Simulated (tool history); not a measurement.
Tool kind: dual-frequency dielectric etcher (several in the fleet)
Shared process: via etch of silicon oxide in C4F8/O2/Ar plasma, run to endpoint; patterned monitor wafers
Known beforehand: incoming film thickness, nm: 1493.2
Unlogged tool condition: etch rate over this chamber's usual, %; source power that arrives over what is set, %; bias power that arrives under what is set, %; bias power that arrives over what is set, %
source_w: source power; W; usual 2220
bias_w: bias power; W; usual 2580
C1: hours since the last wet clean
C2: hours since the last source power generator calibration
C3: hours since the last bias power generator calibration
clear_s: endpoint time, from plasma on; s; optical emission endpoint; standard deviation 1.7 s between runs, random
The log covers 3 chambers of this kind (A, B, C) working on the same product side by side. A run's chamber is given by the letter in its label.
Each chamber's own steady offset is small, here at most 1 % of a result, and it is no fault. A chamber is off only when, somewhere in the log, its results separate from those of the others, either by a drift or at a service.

Run 1C, hour 4.4: usual settings; C1 630.4; C2 1186.5; C3 275.6. Result: clear_s 266.68 s.
Run 2B, hour 10.4: usual settings; C1 531.4; C2 1682.7; C3 535.6. Result: clear_s 264.87 s.
Run 3A, hour 15.4: usual settings; C1 128.4; C2 1727.3; C3 605.2. Result: clear_s 265.86 s.
Run 4C, hour 20.5: usual settings; C1 646.5; C2 1202.6; C3 291.7. Result: clear_s 264.31 s.
Run 5B, hour 24.9: usual settings; C1 545.9; C2 1697.2; C3 550.1. Result: clear_s 263.93 s.
At hour 26.7: chamber C: wet clean of the chamber.
Run 6A, hour 29.3: usual settings; C1 142.3; C2 1741.2; C3 619.1. Result: clear_s 263.94 s.
Run 7B, hour 34.8: usual settings but source_w 1690 W; C1 555.8; C2 1707.1; C3 560.0. Result: clear_s 298.43 s.
Run 8A, hour 40.9: usual settings but source_w 1690 W; C1 153.9; C2 1752.8; C3 630.7. Result: clear_s 290.56 s.
Run 9C, hour 45.9: usual settings but source_w 1690 W; C1 19.2; C2 1228.0; C3 317.1. Result: clear_s 290.17 s.
Run 10A, hour 51.6: usual settings; C1 164.6; C2 1763.5; C3 641.4. Result: clear_s 266.33 s.
Run 11C, hour 58.5: usual settings but source_w 2430 W, bias_w 3085 W; C1 31.8; C2 1240.6; C3 329.7. Result: clear_s 242.30 s.
Run 12B, hour 62.1: usual settings but source_w 2430 W, bias_w 3085 W; C1 583.1; C2 1734.4; C3 587.3. Result: clear_s 244.19 s.
Run 13A, hour 66.5: usual settings but source_w 2430 W, bias_w 3085 W; C1 179.5; C2 1778.4; C3 656.3. Result: clear_s 238.04 s.
Run 14C, hour 71.3: usual settings; C1 44.6; C2 1253.4; C3 342.5. Result: clear_s 265.10 s.
Run 15B, hour 75.6: usual settings but source_w 2710 W, bias_w 3026 W; C1 596.6; C2 1747.9; C3 600.8. Result: clear_s 232.28 s.
Run 16B, hour 82.5: usual settings but source_w 2710 W, bias_w 3026 W; C1 603.5; C2 1754.8; C3 607.7. Result: clear_s 234.50 s.
Run 17C, hour 88.4: usual settings but source_w 2710 W, bias_w 3026 W; C1 61.7; C2 1270.5; C3 359.6. Result: clear_s 231.69 s.
Run 18A, hour 94.7: usual settings; C1 207.7; C2 1806.6; C3 684.5. Result: clear_s 261.87 s.
Run 19A, hour 101.8: usual settings; C1 214.8; C2 1813.7; C3 691.6. Result: clear_s 257.57 s.
Run 20B, hour 108.4: usual settings; C1 629.4; C2 1780.7; C3 633.6. Result: clear_s 263.03 s.
Run 21C, hour 112.0: usual settings; C1 85.3; C2 1294.1; C3 383.2. Result: clear_s 263.55 s.
Run 22A, hour 119.2: usual settings; C1 232.2; C2 1831.1; C3 709.0. Result: clear_s 259.98 s.
Run 23B, hour 124.1: usual settings but source_w 2030 W, bias_w 2155 W; C1 645.1; C2 1796.4; C3 649.3. Result: clear_s 285.58 s.
Run 24C, hour 129.8: usual settings but source_w 2030 W, bias_w 2155 W; C1 103.1; C2 1311.9; C3 401.0. Result: clear_s 288.57 s.
At hour 130.7: chamber B: wet clean of the chamber.
Run 25B, hour 136.8: usual settings but source_w 2030 W, bias_w 2155 W; C1 6.2; C2 1809.1; C3 662.0. Result: clear_s 289.42 s.
Run 26C, hour 141.4: usual settings; C1 114.7; C2 1323.5; C3 412.6. Result: clear_s 262.93 s.
Run 27A, hour 147.3: usual settings; C1 260.3; C2 1859.2; C3 737.1. Result: clear_s 259.52 s.
Run 28C, hour 151.8: usual settings; C1 125.1; C2 1333.9; C3 423.0. Result: clear_s 267.50 s.
Run 29A, hour 155.4: usual settings but source_w 1810 W, bias_w 2009 W; C1 268.4; C2 1867.3; C3 745.2. Result: clear_s 298.02 s.
Run 30B, hour 160.0: usual settings but source_w 1810 W, bias_w 2009 W; C1 29.4; C2 1832.3; C3 685.2. Result: clear_s 310.87 s.
Run 31A, hour 164.6: usual settings but source_w 1810 W, bias_w 2009 W; C1 277.6; C2 1876.5; C3 754.4. Result: clear_s 301.13 s.
Run 32B, hour 170.8: usual settings; C1 40.2; C2 1843.1; C3 696.0. Result: clear_s 261.92 s.
Run 33C, hour 174.3: usual settings; C1 147.6; C2 1356.4; C3 445.5. Result: clear_s 263.32 s.
Run 34A, hour 177.7: usual settings; C1 290.7; C2 1889.6; C3 767.5. Result: clear_s 255.25 s.
Run 35B, hour 184.8: usual settings but source_w 2660 W; C1 54.2; C2 1857.1; C3 710.0. Result: clear_s 245.59 s.
Run 36C, hour 188.4: usual settings but source_w 2660 W; C1 161.7; C2 1370.5; C3 459.6. Result: clear_s 242.89 s.
Run 37A, hour 191.9: usual settings but source_w 2660 W; C1 304.9; C2 1903.8; C3 781.7. Result: clear_s 238.57 s.
Run 38B, hour 195.4: usual settings; C1 64.8; C2 1867.7; C3 720.6. Result: clear_s 267.08 s.
Run 39C, hour 199.8: usual settings; C1 173.1; C2 1381.9; C3 471.0. Result: clear_s 264.95 s.
Run 40B, hour 205.8: usual settings; C1 75.2; C2 1878.1; C3 731.0. Result: clear_s 267.19 s.
Run 41A, hour 208.9: usual settings; C1 321.9; C2 1920.8; C3 798.7. Result: clear_s 249.20 s.

Decide between three cases: one chamber stands off from its peers, the gauge reading all wafers drifts, or nothing is wrong past each chamber's small offset. Where a chamber is off, say which and what most likely put it there.

One chamber, A, drifts off from the rest bit by bit.
Cause: etch rate over this chamber's usual, % = 4.02.

Below are 4 candidate recipes for chamber A's next run, each the usual settings with a change, their results shown as question marks. Which of them brings A's results back in line with what the other chambers give on the usual settings?
In line here means within this much of the mean the other chambers give on the usual settings: clear_s 6.00 s
Run 42A-1, hour 214.0: usual settings but source_w 2060 W, bias_w 2447 W. Result: clear_s ?.
Run 42A-2, hour 214.0: usual settings but source_w 2380 W, bias_w 2713 W. Result: clear_s ?.
Run 42A-3, hour 214.0: usual settings but source_w 2690 W. Result: clear_s ?.
Run 42A-4, hour 214.0: usual settings but source_w 1920 W, bias_w 2323 W. Result: clear_s ?.

The other chambers' mean on the usual settings: clear_s 264.34 s
  run  clear_s
42A-1   265.45
42A-2   242.96
42A-3   234.79
42A-4   277.29
It is 42A-1 that realigns the chamber with its peers.
